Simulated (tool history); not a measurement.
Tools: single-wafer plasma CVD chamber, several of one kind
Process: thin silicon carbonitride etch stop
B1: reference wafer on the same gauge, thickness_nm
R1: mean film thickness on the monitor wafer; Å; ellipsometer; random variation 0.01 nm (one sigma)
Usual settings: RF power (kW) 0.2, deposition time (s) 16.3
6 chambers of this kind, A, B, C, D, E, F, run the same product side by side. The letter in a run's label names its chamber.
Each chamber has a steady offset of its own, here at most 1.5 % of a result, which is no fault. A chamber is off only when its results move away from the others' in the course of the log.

{"run": "1A", "hour": 5.5, "RF power (kW)": 0.2, "deposition time (s)": 16.3, "B1": 8.0804, "R1": 93.646}
{"run": "2B", "hour": 9.0, "RF power (kW)": 0.2, "deposition time (s)": 16.3, "B1": 8.0785, "R1": 91.655}
{"run": "3F", "hour": 14.6, "RF power (kW)": 0.2, "deposition time (s)": 16.3, "B1": 8.0788, "R1": 92.939}
{"run": "4C", "hour": 21.6, "RF power (kW)": 0.2, "deposition time (s)": 16.3, "B1": 8.0772, "R1": 92.399}
{"run": "5E", "hour": 29.0, "RF power (kW)": 0.2, "deposition time (s)": 16.3, "B1": 8.0759, "R1": 93.14}
{"run": "6D", "hour": 33.5, "RF power (kW)": 0.2, "deposition time (s)": 16.3, "B1": 8.0762, "R1": 93.063}
{"run": "7E", "hour": 37.4, "RF power (kW)": 0.2, "deposition time (s)": 19.4, "B1": 8.0736, "R1": 110.64}
{"run": "8A", "hour": 41.8, "RF power (kW)": 0.2, "deposition time (s)": 19.4, "B1": 8.0724, "R1": 111.24}
{"run": "9D", "hour": 45.1, "RF power (kW)": 0.2, "deposition time (s)": 19.4, "B1": 8.0723, "R1": 110.69}
{"run": "10F", "hour": 49.3, "RF power (kW)": 0.2, "deposition time (s)": 19.4, "B1": 8.0738, "R1": 110.68}
{"run": "11B", "hour": 54.5, "RF power (kW)": 0.2, "deposition time (s)": 19.4, "B1": 8.07, "R1": 109.07}
{"run": "12C", "hour": 61.1, "RF power (kW)": 0.2, "deposition time (s)": 19.4, "B1": 8.0698, "R1": 110.08}
{"run": "13F", "hour": 67.6, "RF power (kW)": 0.2, "deposition time (s)": 16.3, "B1": 8.0677, "R1": 92.886}
{"run": "14C", "hour": 71.9, "RF power (kW)": 0.2, "deposition time (s)": 16.3, "B1": 8.0684, "R1": 92.526}
{"run": "15E", "hour": 76.3, "RF power (kW)": 0.2, "deposition time (s)": 16.3, "B1": 8.0672, "R1": 92.882}
{"run": "16B", "hour": 81.4, "RF power (kW)": 0.2, "deposition time (s)": 16.3, "B1": 8.0694, "R1": 91.622}
{"run": "17A", "hour": 87.8, "RF power (kW)": 0.2, "deposition time (s)": 14, "B1": 8.0664, "R1": 80.062}
{"run": "18D", "hour": 93.5, "RF power (kW)": 0.2, "deposition time (s)": 14, "B1": 8.0662, "R1": 79.825}
{"run": "19C", "hour": 99.2, "RF power (kW)": 0.2, "deposition time (s)": 14, "B1": 8.0633, "R1": 79.384}
{"run": "20B", "hour": 104.9, "RF power (kW)": 0.2, "deposition time (s)": 14, "B1": 8.0625, "R1": 78.585}
{"run": "21D", "hour": 110.2, "RF power (kW)": 0.2, "deposition time (s)": 14, "B1": 8.0621, "R1": 79.833}
{"run": "22A", "hour": 117.7, "RF power (kW)": 0.2, "deposition time (s)": 14, "B1": 8.0636, "R1": 79.976}
{"run": "23E", "hour": 122.6, "RF power (kW)": 0.2, "deposition time (s)": 16.3, "B1": 8.0613, "R1": 92.902}
{"run": "24F", "hour": 126.4, "RF power (kW)": 0.2, "deposition time (s)": 16.3, "B1": 8.0617, "R1": 92.791}
{"run": "25C", "hour": 132.6, "RF power (kW)": 0.2, "deposition time (s)": 16.3, "B1": 8.0582, "R1": 92.357}
{"hour": 133.8, "done": "chamber C: RF generator calibrated"}
{"run": "26B", "hour": 136.8, "RF power (kW)": 0.2, "deposition time (s)": 16.3, "B1": 8.0579, "R1": 91.249}
{"run": "27D", "hour": 141.5, "RF power (kW)": 0.2, "deposition time (s)": 16.3, "B1": 8.0576, "R1": 92.832}
{"run": "28A", "hour": 146.7, "RF power (kW)": 0.22, "deposition time (s)": 16.3, "B1": 8.0587, "R1": 95.644}
{"run": "29E", "hour": 152.4, "RF power (kW)": 0.22, "deposition time (s)": 16.3, "B1": 8.0573, "R1": 95.389}
{"run": "30F", "hour": 157.4, "RF power (kW)": 0.22, "deposition time (s)": 16.3, "B1": 8.0546, "R1": 95.485}
{"run": "31F", "hour": 164.2, "RF power (kW)": 0.22, "deposition time (s)": 16.3, "B1": 8.0555, "R1": 95.657}
{"run": "32A", "hour": 167.9, "RF power (kW)": 0.22, "deposition time (s)": 16.3, "B1": 8.055, "R1": 95.79}
{"run": "33D", "hour": 172.9, "RF power (kW)": 0.22, "deposition time (s)": 16.3, "B1": 8.0513, "R1": 95.438}
{"run": "34B", "hour": 179.6, "RF power (kW)": 0.2, "deposition time (s)": 16.3, "B1": 8.054, "R1": 91.284}
{"run": "35C", "hour": 184.5, "RF power (kW)": 0.2, "deposition time (s)": 16.3, "B1": 8.0516, "R1": 92.296}
{"run": "36E", "hour": 188.0, "RF power (kW)": 0.2, "deposition time (s)": 16.3, "B1": 8.0505, "R1": 92.822}
{"run": "37F", "hour": 194.5, "RF power (kW)": 0.2, "deposition time (s)": 16.3, "B1": 8.0492, "R1": 92.616}
{"run": "38C", "hour": 201.1, "RF power (kW)": 0.2, "deposition time (s)": 16.3, "B1": 8.0483, "R1": 92.28}
{"run": "39A", "hour": 204.4, "RF power (kW)": 0.2, "deposition time (s)": 16.3, "B1": 8.046, "R1": 93.062}
{"run": "40B", "hour": 211.9, "RF power (kW)": 0.17, "deposition time (s)": 18.9, "B1": 8.0465, "R1": 101.06}
{"run": "41E", "hour": 217.9, "RF power (kW)": 0.17, "deposition time (s)": 18.9, "B1": 8.0462, "R1": 102.25}
{"run": "42D", "hour": 223.7, "RF power (kW)": 0.17, "deposition time (s)": 18.9, "B1": 8.0474, "R1": 102.23}

What goes on in this fleet: one chamber off, a drifting gauge, or nothing beyond the chambers' own small offsets? Name the chamber and the cause, if any.

The gauge drifts, so all chambers seem to drift together. No chamber is off.
Cause: gauge reads low (%) = 0.444.
